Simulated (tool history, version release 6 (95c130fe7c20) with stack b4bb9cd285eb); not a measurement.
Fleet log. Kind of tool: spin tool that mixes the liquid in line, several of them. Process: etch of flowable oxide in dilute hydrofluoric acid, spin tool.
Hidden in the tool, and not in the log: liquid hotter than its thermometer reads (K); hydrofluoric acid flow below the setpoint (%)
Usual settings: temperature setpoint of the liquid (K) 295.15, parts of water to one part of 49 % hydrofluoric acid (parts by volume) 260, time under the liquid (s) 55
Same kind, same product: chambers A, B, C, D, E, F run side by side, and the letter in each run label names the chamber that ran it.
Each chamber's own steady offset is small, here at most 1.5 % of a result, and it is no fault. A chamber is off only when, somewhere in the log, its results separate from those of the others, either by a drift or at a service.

| run | hour | temperature setpoint of the liquid (K) | parts of water to one part of 49 % hydrofluoric acid (parts by volume) | time under the liquid (s) | hours since the thermometer was replaced | hours since the hydrofluoric acid flow meter was replaced | read-back film thickness of the flowable oxide reference wafer, read on the same gauge (nm) | thickness taken off the flowable oxide on a monitor wafer (Å) |
|---|---|---|---|---|---|---|---|---|
| 1D | 10 | 295.15 | 260 | 55 | 326.3 | 585.4 | 39.978 | 101.67 |
| 2A | 15 | 295.15 | 260 | 55 | 932.7 | 772.6 | 39.965 | 101.94 |
| 3E | 22.4 | 295.15 | 260 | 55 | 717.5 | 392.1 | 40.017 | 104.27 |
| 4C | 29.8 | 295.15 | 260 | 55 | 914.3 | 696.1 | 39.975 | 102.44 |
| 5B | 39 | 295.15 | 260 | 55 | 571.9 | 687.3 | 40.006 | 102.66 |
| 6F | 47.6 | 295.15 | 260 | 55 | 1260.2 | 194.8 | 40.009 | 103.99 |
| 7C | 58.6 | 295.15 | 260 | 55 | 943.1 | 724.9 | 39.979 | 102.66 |
| 8A | 63.7 | 295.15 | 260 | 55 | 981.4 | 821.3 | 40.001 | 102.06 |
| 9F | 70 | 295.15 | 260 | 55 | 1282.6 | 217.2 | 39.985 | 102.34 |
| 10E | 77 | 295.15 | 260 | 55 | 772.1 | 446.7 | 40.006 | 103.1 |
| 11D | 87.7 | 295.15 | 260 | 70 | 404 | 663.1 | 40.011 | 127.65 |
|  | 90.7 | chamber B: hydrofluoric acid flow meter replaced |
| 12B | 93.9 | 295.15 | 260 | 70 | 626.8 | 3.2 | 40.004 | 132.23 |
| 13B | 102 | 295.15 | 260 | 70 | 634.9 | 11.3 | 39.987 | 131.89 |
| 14E | 108.1 | 295.15 | 260 | 70 | 803.2 | 477.8 | 39.989 | 134.75 |
| 15F | 113.4 | 295.15 | 260 | 70 | 1326 | 260.6 | 40.002 | 129.43 |
| 16C | 123.2 | 295.15 | 260 | 70 | 1007.7 | 789.5 | 39.989 | 128.94 |
| 17A | 129.4 | 295.15 | 260 | 55 | 1047.1 | 887 | 40.023 | 104.15 |
| 18D | 139.9 | 295.15 | 260 | 55 | 456.2 | 715.3 | 40.046 | 100.07 |
| 19A | 145.5 | 295.15 | 260 | 55 | 1063.2 | 903.1 | 40.015 | 104.05 |
| 20E | 154.3 | 290.65 | 260 | 55 | 849.4 | 524 | 39.991 | 87.101 |
| 21C | 161.1 | 290.65 | 260 | 55 | 1045.6 | 827.4 | 40.018 | 86.651 |
| 22D | 172.1 | 290.65 | 260 | 55 | 488.4 | 747.5 | 40.027 | 84.538 |
| 23F | 179.6 | 290.65 | 260 | 55 | 1392.2 | 326.8 | 40.018 | 87.385 |
| 24B | 188.5 | 290.65 | 260 | 55 | 721.4 | 97.8 | 39.995 | 88.17 |
| 25D | 195.7 | 290.65 | 260 | 55 | 512 | 771.1 | 40.028 | 82.592 |
|  | 200.6 | chamber F: thermometer replaced |
|  | 204 | chamber A: hydrofluoric acid flow meter replaced |
| 26C | 205.7 | 295.15 | 260 | 55 | 1090.2 | 872 | 40.008 | 101.06 |
| 27A | 215.4 | 295.15 | 260 | 55 | 1133.1 | 11.5 | 39.999 | 101.34 |
| 28E | 224 | 295.15 | 260 | 55 | 919.1 | 593.7 | 39.976 | 104.35 |
| 29F | 234 | 295.15 | 260 | 55 | 33.4 | 381.2 | 39.989 | 102.22 |
| 30B | 240.3 | 295.15 | 260 | 55 | 773.2 | 149.6 | 39.987 | 102.8 |
| 31E | 246.3 | 295.15 | 260 | 55 | 941.4 | 616 | 39.995 | 103.53 |
| 32B | 257.2 | 295.15 | 260 | 55 | 790.1 | 166.5 | 40.002 | 104.92 |
| 33A | 265.4 | 295.15 | 260 | 55 | 1183.1 | 61.5 | 40.026 | 103.01 |
|  | 266.7 | chamber F: hydrofluoric acid flow meter replaced |
| 34C | 275.9 | 295.15 | 260 | 55 | 1160.4 | 942.2 | 40.013 | 105.12 |
| 35D | 286.3 | 290.15 | 260 | 55 | 602.6 | 861.7 | 39.993 | 80.912 |
|  | 293.1 | chamber E: hydrofluoric acid flow meter replaced |
| 36F | 296.6 | 290.15 | 260 | 55 | 96 | 29.9 | 39.99 | 85.167 |
| 37E | 302.2 | 290.15 | 260 | 55 | 997.3 | 9.2 | 39.994 | 85.55 |
| 38F | 310.5 | 290.15 | 260 | 55 | 109.9 | 43.8 | 40.022 | 86.879 |
| 39A | 320.6 | 290.15 | 260 | 55 | 1238.3 | 116.7 | 39.986 | 87.491 |
| 40C | 329.7 | 290.15 | 260 | 55 | 1214.2 | 996 | 39.997 | 84.536 |
| 41B | 339 | 298.15 | 260 | 55 | 871.9 | 248.3 | 39.978 | 115.79 |
| 42D | 346.6 | 298.15 | 260 | 55 | 662.9 | 922 | 40 | 105.55 |

Is one chamber out of step, is the gauge drifting, or do the chambers differ by no more than their own small offsets? For an off chamber, give its letter and the likeliest cause.

It is chamber D that slowly wanders off from its peers.
Cause: hydrofluoric acid flow below the setpoint (%) = 5.29.
With only this log, it may be confused with: liquid colder than its thermometer reads (K).

Below are 4 candidate recipes for chamber D's next run, each the usual settings with a change, their results shown as question marks. Which of them brings D's results back in line with what the other chambers give on the usual settings?
Allowed miss from the other chambers' usual-settings mean, per result, to count as in line: thickness taken off the flowable oxide on a monitor wafer (Å) 3.3
| 43D-1 | 354.5 | 295.15 | 270 | 50 |  |  |  | ? |
| 43D-2 | 354.5 | 295.15 | 250 | 60 |  |  |  | ? |
| 43D-3 | 354.5 | 295.15 | 275 | 55 |  |  |  | ? |
| 43D-4 | 354.5 | 295.15 | 245 | 55 |  |  |  | ? |

Other chambers, usual settings, mean: thickness taken off the flowable oxide on a monitor wafer (Å) 103.28
| run | thickness taken off the flowable oxide on a monitor wafer (Å) |
|---|---|
| 43D-1 | 82.505 |
| 43D-2 | 109.13 |
| 43D-3 | 88.659 |
| 43D-4 | 102.61 |
43D-4 brings the chamber back in line.
